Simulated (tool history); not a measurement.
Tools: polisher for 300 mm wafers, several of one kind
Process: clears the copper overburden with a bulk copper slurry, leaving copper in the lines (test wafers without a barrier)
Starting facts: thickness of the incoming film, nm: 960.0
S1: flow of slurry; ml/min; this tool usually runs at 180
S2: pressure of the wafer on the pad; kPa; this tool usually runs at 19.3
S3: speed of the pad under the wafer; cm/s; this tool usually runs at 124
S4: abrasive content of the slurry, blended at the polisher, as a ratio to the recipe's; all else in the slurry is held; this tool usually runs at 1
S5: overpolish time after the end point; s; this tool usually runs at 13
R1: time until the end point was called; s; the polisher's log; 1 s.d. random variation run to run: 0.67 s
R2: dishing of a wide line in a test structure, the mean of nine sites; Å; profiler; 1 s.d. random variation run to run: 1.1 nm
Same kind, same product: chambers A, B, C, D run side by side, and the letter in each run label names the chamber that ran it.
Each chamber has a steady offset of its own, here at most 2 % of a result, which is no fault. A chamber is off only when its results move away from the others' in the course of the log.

| run | hour | S1 | S2 | S3 | S4 | S5 | R1 | R2 |
|---|---|---|---|---|---|---|---|---|
| 1D | 6.7 | 180 | 19.3 | 124 | 1 | 13 | 83.05 | 723.01 |
|  | 16.8 | chamber D: worn pad replaced by a new one |
| 2A | 18.7 | 180 | 19.3 | 124 | 1 | 13 | 85.003 | 722.91 |
| 3B | 25.7 | 180 | 19.3 | 124 | 1 | 13 | 84.481 | 705.1 |
| 4C | 36.3 | 180 | 19.3 | 124 | 1 | 13 | 84.944 | 712.36 |
| 5C | 45.8 | 180 | 19.3 | 124 | 1 | 13 | 85.214 | 705.15 |
| 6B | 56.6 | 180 | 19.3 | 124 | 1 | 13 | 83.154 | 714.82 |
| 7A | 64.7 | 180 | 19.3 | 124 | 1 | 13 | 83.842 | 727.62 |
|  | 70.9 | chamber B: worn pad replaced by a new one |
| 8D | 71.9 | 180 | 19.3 | 124 | 1 | 13 | 83.944 | 743.76 |
|  | 76.4 | chamber D: slurry blender recalibrated |
| 9B | 84.4 | 180 | 19.3 | 124 | 1 | 13 | 83.147 | 717.62 |
| 10D | 93.6 | 180 | 19.3 | 124 | 1 | 13 | 84.036 | 717.05 |
|  | 94 | chamber C: slurry blender recalibrated |
| 11C | 100.5 | 245 | 22.1 | 124 | 1 | 13 | 70.105 | 764.4 |
| 12A | 108.1 | 245 | 22.1 | 124 | 1 | 13 | 70.641 | 800.8 |
| 13B | 114.5 | 245 | 22.1 | 124 | 1 | 13 | 70.535 | 806.3 |
|  | 124.2 | chamber D: worn pad replaced by a new one |
| 14C | 127.2 | 245 | 22.1 | 124 | 1 | 13 | 70.963 | 793.52 |
|  | 133 | chamber B: slurry blender recalibrated |
| 15A | 138.9 | 180 | 19.3 | 124 | 1 | 13 | 84.531 | 723.03 |
| 16D | 145.3 | 180 | 19.3 | 124 | 1 | 13 | 85.173 | 731.35 |
|  | 146.4 | chamber A: head pressure recalibrated |
| 17C | 154.4 | 145 | 19.3 | 124 | 1 | 13 | 89.023 | 707.4 |
| 18A | 162.7 | 145 | 19.3 | 124 | 1 | 13 | 90.352 | 696.13 |
|  | 164.5 | chamber A: slurry blender recalibrated |
|  | 174.5 | chamber D: slurry nozzle cleaned |
| 19B | 175.5 | 145 | 19.3 | 124 | 1 | 13 | 86.742 | 708.04 |
| 20D | 187.8 | 145 | 19.3 | 124 | 1 | 13 | 86.35 | 718.15 |
|  | 189.1 | chamber B: worn pad replaced by a new one |
|  | 196.1 | chamber C: worn pad replaced by a new one |
| 21D | 198.3 | 180 | 19.3 | 124 | 1 | 13 | 84.496 | 732.46 |
|  | 208.1 | chamber D: worn pad replaced by a new one |
| 22A | 210.7 | 180 | 19.3 | 124 | 1 | 13 | 87.462 | 693.22 |
| 23C | 222.3 | 180 | 19.3 | 124 | 1 | 13 | 84.855 | 700.91 |
| 24B | 230.8 | 180 | 19.3 | 124 | 1 | 13 | 83.083 | 713.2 |
| 25A | 237.1 | 180 | 19.3 | 124 | 1 | 13 | 88.929 | 696.76 |
| 26C | 247.9 | 180 | 19.3 | 124 | 1 | 13 | 85.826 | 681.69 |
| 27B | 256.2 | 180 | 19.3 | 124 | 1 | 13 | 84.466 | 722.07 |
| 28D | 264.5 | 180 | 19.3 | 124 | 1 | 13 | 83.58 | 696.58 |
| 29B | 273.7 | 180 | 19.3 | 124 | 1 | 13 | 84.205 | 704.34 |
| 30D | 281.2 | 220 | 19.3 | 124 | 1 | 13 | 80.629 | 723.31 |
| 31C | 291.5 | 220 | 19.3 | 124 | 1 | 13 | 82.576 | 714.52 |
| 32A | 298.3 | 220 | 19.3 | 124 | 1 | 13 | 88.449 | 697.64 |
| 33A | 310 | 220 | 19.3 | 124 | 1 | 13 | 89.454 | 701.76 |

Is one chamber out of step, is the gauge drifting, or do the chambers differ by no more than their own small offsets? For an off chamber, give its letter and the likeliest cause.

Little by little, chamber A moves away from the other chambers.
Most likely cause: removal rate lost through wear of the pad, % = 8.2.
From this log alone, it may not be told apart from: slurry flow missing at the pad, %.

Below are 4 candidate recipes for chamber A's next run, each the usual settings with a change, their results shown as question marks. Which of them brings A's results back in line with what the other chambers give on the usual settings?
In line means no further than this from the other chambers' mean on the usual settings: R1 2.4 s; R2 39 Å
| 34A-1 | 319.3 | 180 | 20 | 130 | 1 | 13 | ? | ? |
| 34A-2 | 319.3 | 180 | 17.9 | 116 | 1 | 14 | ? | ? |
| 34A-3 | 319.3 | 180 | 20.7 | 132 | 1 | 13 | ? | ? |
| 34A-4 | 319.3 | 180 | 18.6 | 118 | 1 | 13 | ? | ? |

The mean the other chambers reach with the usual settings: R1 84.261 s; R2 717.15 Å
| run | R1 | R2 |
|---|---|---|
| 34A-1 | 84.862 | 724.7 |
| 34A-2 | 106.33 | 653.82 |
| 34A-3 | 80.747 | 748.49 |
| 34A-4 | 100.59 | 650.03 |
Change 34A-1 lands the chamber within the allowed miss of the other chambers.

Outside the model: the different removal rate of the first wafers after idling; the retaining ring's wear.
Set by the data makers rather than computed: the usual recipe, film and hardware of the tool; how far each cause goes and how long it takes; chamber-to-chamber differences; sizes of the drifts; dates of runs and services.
